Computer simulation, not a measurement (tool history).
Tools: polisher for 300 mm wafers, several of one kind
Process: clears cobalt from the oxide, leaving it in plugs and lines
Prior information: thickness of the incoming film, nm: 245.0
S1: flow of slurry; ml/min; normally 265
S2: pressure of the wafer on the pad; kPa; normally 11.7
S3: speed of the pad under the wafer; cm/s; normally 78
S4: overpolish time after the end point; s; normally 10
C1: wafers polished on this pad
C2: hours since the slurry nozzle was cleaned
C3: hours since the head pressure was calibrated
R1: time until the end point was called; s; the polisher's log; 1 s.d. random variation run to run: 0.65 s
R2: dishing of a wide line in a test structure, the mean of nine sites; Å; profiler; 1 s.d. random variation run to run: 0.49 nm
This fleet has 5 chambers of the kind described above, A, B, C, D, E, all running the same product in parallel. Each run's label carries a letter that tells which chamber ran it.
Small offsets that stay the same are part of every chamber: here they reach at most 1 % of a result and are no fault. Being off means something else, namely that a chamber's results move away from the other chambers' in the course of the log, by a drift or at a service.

run,hour,S1,S2,S3,S4,C1,C2,C3,R1,R2
# hour 0.4: chamber C: head pressure recalibrated
# hour 1: chamber D: head pressure recalibrated
# hour 1.6: chamber C: slurry nozzle cleaned
1C,4.2,265,11.7,78,10,969,2.7,3.9,67.707,232.91
2E,10,265,11.7,78,10,702,10,611.1,66.586,244.03
3A,14.2,265,11.7,78,10,214,175.3,455,67.523,237.63
# hour 18.9: chamber B: worn pad replaced by a new one
4B,19.8,265,11.7,78,10,11,454.1,975.4,68.234,228.29
5D,27.1,265,11.7,78,10,621,151.3,26.2,67.738,240.32
# hour 31.4: chamber C: worn pad replaced by a new one
6A,32.5,265,11.7,78,10,415,193.6,473.3,67.114,236.99
# hour 35.1: chamber D: worn pad replaced by a new one
7B,39.5,265,11.7,78,10,228,473.8,995.1,68.792,232.25
8E,47.2,335,11.7,96,10,1112,47.2,648.3,54.26,261.63
9C,52.6,335,11.7,96,10,234,51.1,52.3,54.33,269.75
10D,56.7,335,11.7,96,10,238,180.9,55.8,53.476,264.58
# hour 59.6: chamber E: worn pad replaced by a new one
11C,62.4,335,11.7,96,10,342,60.9,62.1,54.85,269.52
12E,67.6,335,11.7,96,10,89,67.6,668.7,54.955,267.16
13B,74.4,265,11.7,78,10,612,508.7,1030,69.732,230.53
# hour 77.2: chamber A: worn pad replaced by a new one
14A,82.8,265,11.7,78,10,62,243.9,523.6,66.657,236.03
# hour 89.9: chamber B: worn pad replaced by a new one
15D,90.5,265,11.7,78,10,610,214.7,89.6,67.774,233.11
# hour 93.1: chamber D: worn pad replaced by a new one
16C,95.2,265,11.7,78,10,704,93.7,94.9,68.942,224.94
# hour 95.7: chamber A: head pressure recalibrated
17B,101.7,265,11.7,78,5,130,536,1057.3,68.316,137.38
18D,106.9,265,11.7,78,5,152,231.1,106,67.581,145.22
19E,110.6,265,11.7,78,5,563,110.6,711.7,71.809,134.73
20A,118.2,265,11.7,78,5,452,279.3,22.5,67.786,147.04
21E,125.9,265,11.7,78,5,731,125.9,727,71.95,136.23
22B,132.9,265,11.7,78,10,474,567.2,1088.5,69.303,241.99
# hour 139: chamber B: head pressure recalibrated
23C,139,265,11.7,78,10,1187,137.5,138.7,68.495,233.92
# hour 143.8: chamber D: worn pad replaced by a new one
24D,145.7,265,11.7,78,10,21,269.9,144.8,68.232,239.12
25A,150.3,265,11.7,78,10,806,311.4,54.6,66.79,235.5
# hour 152.8: chamber B: worn pad replaced by a new one
26C,156.8,265,11.7,102,4,1383,155.3,156.5,52.314,145.71
27B,161.4,265,11.7,102,4,95,595.7,22.4,52.317,142.75
28A,168.6,265,11.7,102,4,1008,329.7,72.9,51.875,149.32
# hour 173.2: chamber E: worn pad replaced by a new one
29E,174.5,265,11.7,102,4,14,174.5,775.6,56.258,136.85
30D,179.1,265,11.7,102,4,389,303.3,178.2,51.755,150.24

Predict what each chamber gives when all 5 of them run the settings below next.
31A,185.2,265,11.7,54,10,,,,?,?
31B,185.2,265,11.7,54,10,,,,?,?
31C,185.2,265,11.7,54,10,,,,?,?
31D,185.2,265,11.7,54,10,,,,?,?
31E,185.2,265,11.7,54,10,,,,?,?

run,R1,R2
31A,95.875,184
31B,97.439,179.17
31C,98.363,179.77
31D,97.261,185.96
31E,107.61,177.88

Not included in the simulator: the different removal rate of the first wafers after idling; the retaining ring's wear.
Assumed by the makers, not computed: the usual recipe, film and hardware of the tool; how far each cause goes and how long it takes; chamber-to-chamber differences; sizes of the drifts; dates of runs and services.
